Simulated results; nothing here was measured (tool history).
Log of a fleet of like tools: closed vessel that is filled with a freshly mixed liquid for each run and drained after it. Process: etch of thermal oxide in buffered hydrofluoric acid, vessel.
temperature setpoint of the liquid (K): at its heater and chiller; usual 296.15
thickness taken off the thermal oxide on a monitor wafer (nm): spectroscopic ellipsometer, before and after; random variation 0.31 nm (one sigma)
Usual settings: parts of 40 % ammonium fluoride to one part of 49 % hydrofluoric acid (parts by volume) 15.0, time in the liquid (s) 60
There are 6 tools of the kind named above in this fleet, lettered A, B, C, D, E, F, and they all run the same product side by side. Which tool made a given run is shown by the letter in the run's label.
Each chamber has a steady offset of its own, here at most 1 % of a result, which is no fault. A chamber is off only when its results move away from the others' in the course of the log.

run,hour,temperature setpoint of the liquid (K),parts of 40 % ammonium fluoride to one part of 49 % hydrofluoric acid (parts by volume),time in the liquid (s),hours since the thermometer was replaced,hours since the hydrofluoric acid flow meter was replaced,"read-back film thickness of the thermal oxide reference wafer, read on the same gauge (nm)",thickness taken off the thermal oxide on a monitor wafer (nm)
1B,8.9,296.15,15.0,60,759.9,196.6,89.974,43.009
2D,20.7,296.15,15.0,60,87.4,1102.2,90.008,42.523
3F,28.0,296.15,15.0,60,282.8,1091.5,90.012,42.303
4A,38.9,296.15,15.0,60,157.5,1773.8,89.987,42.405
5C,54.5,296.15,15.0,60,985.3,99.6,89.990,43.088
6E,70.6,296.15,15.0,60,2483.5,668.7,90.015,42.846
7A,85.6,296.15,15.0,60,204.2,1820.5,89.986,42.546
8B,92.9,296.15,15.0,60,843.9,280.6,89.963,43.345
9D,104.8,296.15,15.0,60,171.5,1186.3,89.992,42.559
10C,113.3,296.15,15.0,60,1044.1,158.4,90.011,42.479
11F,124.1,296.15,15.0,60,378.9,1187.6,90.006,43.040
12E,139.2,296.15,15.0,60,2552.1,737.3,89.998,42.924
13A,154.8,296.15,15.0,60,273.4,1889.7,90.016,42.324
14B,166.5,294.15,11.5,60,917.5,354.2,90.000,49.989
# hour 175.0: chamber E: thermometer replaced
15C,175.4,294.15,11.5,60,1106.2,220.5,90.013,49.420
16F,187.0,294.15,11.5,60,441.8,1250.5,89.972,49.250
# hour 194.3: chamber C: thermometer replaced
17E,201.6,294.15,11.5,60,26.6,799.7,89.986,49.424
18D,212.7,294.15,11.5,60,279.4,1294.2,90.036,49.500
# hour 217.5: chamber D: hydrofluoric acid flow meter replaced
# hour 218.9: chamber F: hydrofluoric acid flow meter replaced
19F,226.8,294.15,11.5,60,481.6,8.0,89.997,50.026
20C,234.9,296.15,15.0,30,40.7,280.0,90.014,20.991
21A,244.1,296.15,15.0,30,362.7,1979.0,89.993,21.366
22E,254.6,296.15,15.0,30,79.6,852.7,89.983,21.421
23D,264.7,296.15,15.0,30,331.4,47.2,89.996,21.311
24B,273.8,296.15,15.0,30,1024.8,461.5,89.961,21.614
25B,288.5,296.15,15.0,30,1039.5,476.2,90.008,21.524
26F,297.2,296.15,10.0,60,552.0,78.4,90.014,63.866
27E,310.8,296.15,10.0,60,135.8,908.9,90.039,64.356
28A,322.5,296.15,10.0,60,441.1,2057.4,90.000,63.260
29C,336.0,296.15,10.0,60,141.8,381.1,90.005,63.267
30D,344.8,296.15,10.0,60,411.5,127.3,90.002,63.985
31F,358.9,296.15,10.0,60,613.7,140.1,90.018,63.749
32E,369.6,296.15,15.0,60,194.6,967.7,89.971,42.695
33A,381.3,296.15,15.0,60,499.9,2116.2,89.998,42.486
# hour 387.3: chamber F: thermometer replaced
34D,389.9,296.15,15.0,60,456.6,172.4,89.988,42.205
35B,399.5,296.15,15.0,60,1150.5,587.2,89.985,43.059
36C,411.7,296.15,15.0,60,217.5,456.8,90.015,42.300
37B,422.2,296.15,15.0,60,1173.2,609.9,90.012,43.315
38D,435.8,296.15,15.0,60,502.5,218.3,89.991,42.400
39E,447.5,299.15,15.0,45,272.5,1045.6,89.998,37.685
40A,455.1,299.15,15.0,45,573.7,2190.0,89.998,37.749
41F,467.3,299.15,15.0,45,80.0,248.5,90.019,37.463

Which is it: a chamber that has drifted or been left off by a service, a gauge drift common to all chambers, or only each chamber's usual small offset? If a chamber is off, name it and its likeliest cause.

No chamber is off and the gauge is stable; the differences are just each chamber's small, constant offset.
